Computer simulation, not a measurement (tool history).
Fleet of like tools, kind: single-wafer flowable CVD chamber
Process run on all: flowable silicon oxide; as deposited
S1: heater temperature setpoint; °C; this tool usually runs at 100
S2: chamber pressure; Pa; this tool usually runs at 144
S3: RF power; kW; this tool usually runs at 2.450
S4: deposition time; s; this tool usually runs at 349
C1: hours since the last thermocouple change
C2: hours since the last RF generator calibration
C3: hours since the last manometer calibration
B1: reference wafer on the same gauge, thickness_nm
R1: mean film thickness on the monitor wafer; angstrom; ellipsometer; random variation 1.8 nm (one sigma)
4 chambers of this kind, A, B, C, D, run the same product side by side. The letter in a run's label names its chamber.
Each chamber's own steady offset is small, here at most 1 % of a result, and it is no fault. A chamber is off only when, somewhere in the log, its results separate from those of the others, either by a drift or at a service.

run	day	S1	S2	S3	S4	C1	C2	C3	B1	R1
1B	0.212	100	144	2.450	349	49.5	1446.0	1321.1	317.38	3201.0
2A	0.446	100	144	2.450	349	1081.3	535.1	1598.9	317.08	3153.7
3D	0.604	100	144	2.450	349	497.5	537.3	133.2	316.63	3203.3
4C	0.738	100	144	2.450	349	681.4	115.6	1103.7	317.18	3229.6
5B	1.038	100	144	2.450	349	69.3	1465.8	1340.9	317.20	3178.1
6C	1.304	100	144	2.450	349	695.0	129.2	1117.3	317.16	3172.5
7A	1.592	100	144	2.450	349	1108.8	562.6	1626.4	317.14	3201.2
8D	1.892	100	144	2.450	349	528.4	568.2	164.1	317.12	3194.2
9A	2.067	100	144	2.450	349	1120.2	574.0	1637.8	316.76	3191.0
10B	2.304	100	144	2.450	349	99.7	1496.2	1371.3	317.44	3217.5
11D	2.512	100	144	2.450	349	543.3	583.1	179.0	316.69	3193.2
12C	2.646	100	144	2.450	349	727.2	161.4	1149.5	317.45	3208.7
13A	2.833	100	144	2.450	349	1138.6	592.4	1656.2	317.26	3203.6
# day 2.950: chamber A: thermocouple changed; heater temperature recalibrated
14B	3.042	100	144	2.450	349	117.4	1513.9	1389.0	317.20	3215.4
15D	3.183	100	144	2.450	349	559.4	599.2	195.1	317.50	3206.4
16C	3.475	100	144	2.450	349	747.1	181.3	1169.4	316.71	3214.2
17A	3.725	100	144	2.450	349	18.7	613.8	1677.6	317.18	3172.6
18C	3.971	100	144	2.450	349	759.0	193.2	1181.3	316.20	3235.5
19D	4.196	100	144	2.450	349	583.7	623.5	219.4	316.97	3236.0
20B	4.429	100	144	2.450	349	150.7	1547.2	1422.3	316.71	3235.7
21A	4.588	100	144	2.450	349	39.4	634.5	1698.3	317.21	3173.8
22D	4.846	100	144	2.450	349	599.3	639.1	235.0	316.79	3248.2
23C	4.983	100	144	2.450	349	783.3	217.5	1205.6	316.93	3208.2
24B	5.129	100	144	2.450	349	167.5	1564.0	1439.1	317.14	3202.5
25D	5.354	107	144	2.450	371	611.5	651.3	247.2	316.96	2738.9
26C	5.492	107	144	2.450	371	795.5	229.7	1217.8	317.22	2696.4
27B	5.629	107	144	2.450	371	179.5	1576.0	1451.1	317.00	2699.1
28A	5.821	107	144	2.450	371	69.0	664.1	1727.9	316.91	2666.4
29B	6.054	100	144	2.450	349	189.7	1586.2	1461.3	316.86	3201.8
30A	6.233	100	144	2.450	349	78.9	674.0	1737.8	316.69	3182.8
31D	6.500	100	144	2.450	349	639.0	678.8	274.7	317.02	3313.1
32C	6.796	100	144	2.700	373	826.8	261.0	1249.1	317.29	3481.5
33C	7.071	100	144	2.700	373	833.4	267.6	1255.7	316.69	3465.9
34D	7.283	100	144	2.700	373	657.8	697.6	293.5	317.31	3626.1

Is one chamber off against the others, does the gauge drift, or is nothing wrong? If a chamber is off, say which, and what the likeliest cause is.

One chamber, D, drifts off from the rest bit by bit.
What lies behind it: wafer temperature below the value expected at the setpoint (K) = 1.32.
It could be hard to tell apart here from: true pressure above the setpoint (%).

Chamber D could run next with any of the 4 candidate recipes listed below; each alters the usual settings, and their results appear as question marks. Which one brings its results back in line with what the other chambers deliver on the usual settings?
To be in line, a result may differ from the other chambers' mean on the usual settings by at most: R1 63.0 angstrom
35D-1	7.504	100	139	2.440	349					?
35D-2	7.504	98	144	2.455	353					?
35D-3	7.504	100	149	2.460	349					?
35D-4	7.504	100	135	2.435	349					?

Average result of the remaining chambers running the usual settings: R1 3196.0 angstrom
run	R1
35D-1	3207.0
35D-2	3609.1
35D-3	3478.6
35D-4	3097.4
With 35D-1, the chamber falls back in line with the rest.
